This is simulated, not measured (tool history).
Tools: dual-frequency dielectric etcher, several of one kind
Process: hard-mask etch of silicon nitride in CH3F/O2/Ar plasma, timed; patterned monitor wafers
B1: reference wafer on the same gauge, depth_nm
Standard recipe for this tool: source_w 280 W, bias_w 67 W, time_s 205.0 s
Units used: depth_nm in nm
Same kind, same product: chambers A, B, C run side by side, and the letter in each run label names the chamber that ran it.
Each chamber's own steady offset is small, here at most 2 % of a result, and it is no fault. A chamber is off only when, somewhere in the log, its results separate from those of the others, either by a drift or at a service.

{"run": "1B", "day": 0.275, "source_w": 280, "bias_w": 67, "time_s": 205.0, "B1": 100.03, "depth_nm": 123.04}
{"run": "2C", "day": 0.546, "source_w": 280, "bias_w": 67, "time_s": 205.0, "B1": 99.968, "depth_nm": 122.26}
{"run": "3A", "day": 0.9, "source_w": 280, "bias_w": 67, "time_s": 205.0, "B1": 99.965, "depth_nm": 120.52}
{"run": "4B", "day": 1.083, "source_w": 280, "bias_w": 67, "time_s": 205.0, "B1": 99.913, "depth_nm": 123.21}
{"day": 1.146, "done": "chamber C: wet clean of the chamber"}
{"run": "5A", "day": 1.433, "source_w": 310, "bias_w": 72, "time_s": 205.0, "B1": 99.905, "depth_nm": 128.05}
{"run": "6C", "day": 1.746, "source_w": 310, "bias_w": 72, "time_s": 205.0, "B1": 99.907, "depth_nm": 130.26}
{"run": "7A", "day": 1.996, "source_w": 310, "bias_w": 72, "time_s": 205.0, "B1": 99.91, "depth_nm": 128.0}
{"run": "8B", "day": 2.354, "source_w": 280, "bias_w": 83, "time_s": 205.0, "B1": 99.865, "depth_nm": 132.74}
{"run": "9C", "day": 2.579, "source_w": 280, "bias_w": 83, "time_s": 205.0, "B1": 99.85, "depth_nm": 131.96}
{"run": "10A", "day": 2.888, "source_w": 280, "bias_w": 83, "time_s": 205.0, "B1": 99.837, "depth_nm": 129.84}
{"run": "11C", "day": 3.179, "source_w": 280, "bias_w": 67, "time_s": 205.0, "B1": 99.827, "depth_nm": 122.29}
{"run": "12B", "day": 3.488, "source_w": 280, "bias_w": 51, "time_s": 205.0, "B1": 99.802, "depth_nm": 112.11}
{"run": "13C", "day": 3.883, "source_w": 280, "bias_w": 51, "time_s": 205.0, "B1": 99.81, "depth_nm": 111.09}
{"run": "14A", "day": 4.271, "source_w": 280, "bias_w": 51, "time_s": 205.0, "B1": 99.756, "depth_nm": 109.22}
{"day": 4.533, "done": "chamber A: wet clean of the chamber"}
{"run": "15B", "day": 4.679, "source_w": 280, "bias_w": 67, "time_s": 205.0, "B1": 99.773, "depth_nm": 122.98}
{"run": "16B", "day": 5.0, "source_w": 280, "bias_w": 67, "time_s": 205.0, "B1": 99.756, "depth_nm": 122.87}
{"run": "17A", "day": 5.317, "source_w": 280, "bias_w": 67, "time_s": 205.0, "B1": 99.732, "depth_nm": 119.95}
{"run": "18C", "day": 5.667, "source_w": 280, "bias_w": 67, "time_s": 205.0, "B1": 99.72, "depth_nm": 121.9}
{"run": "19C", "day": 6.004, "source_w": 280, "bias_w": 67, "time_s": 205.0, "B1": 99.679, "depth_nm": 121.85}
{"run": "20B", "day": 6.225, "source_w": 280, "bias_w": 67, "time_s": 205.0, "B1": 99.671, "depth_nm": 123.08}
{"run": "21A", "day": 6.442, "source_w": 280, "bias_w": 67, "time_s": 205.0, "B1": 99.645, "depth_nm": 120.1}
{"run": "22A", "day": 6.854, "source_w": 280, "bias_w": 80, "time_s": 205.0, "B1": 99.615, "depth_nm": 127.85}
{"run": "23B", "day": 7.221, "source_w": 280, "bias_w": 80, "time_s": 205.0, "B1": 99.584, "depth_nm": 130.54}
{"run": "24C", "day": 7.488, "source_w": 280, "bias_w": 80, "time_s": 205.0, "B1": 99.614, "depth_nm": 129.76}
{"run": "25C", "day": 7.742, "source_w": 280, "bias_w": 67, "time_s": 205.0, "B1": 99.602, "depth_nm": 121.7}
{"run": "26B", "day": 8.071, "source_w": 280, "bias_w": 76, "time_s": 234.5, "B1": 99.585, "depth_nm": 146.84}

Predict what each chamber gives when all 3 of them run the settings below next.
{"run": "27A", "day": 8.367, "source_w": 280, "bias_w": 67, "time_s": 156.5, "depth_nm": "?"}
{"run": "27B", "day": 8.367, "source_w": 280, "bias_w": 67, "time_s": 156.5, "depth_nm": "?"}
{"run": "27C", "day": 8.367, "source_w": 280, "bias_w": 67, "time_s": 156.5, "depth_nm": "?"}

run=27A depth_nm=91.468
run=27B depth_nm=93.836
run=27C depth_nm=92.824

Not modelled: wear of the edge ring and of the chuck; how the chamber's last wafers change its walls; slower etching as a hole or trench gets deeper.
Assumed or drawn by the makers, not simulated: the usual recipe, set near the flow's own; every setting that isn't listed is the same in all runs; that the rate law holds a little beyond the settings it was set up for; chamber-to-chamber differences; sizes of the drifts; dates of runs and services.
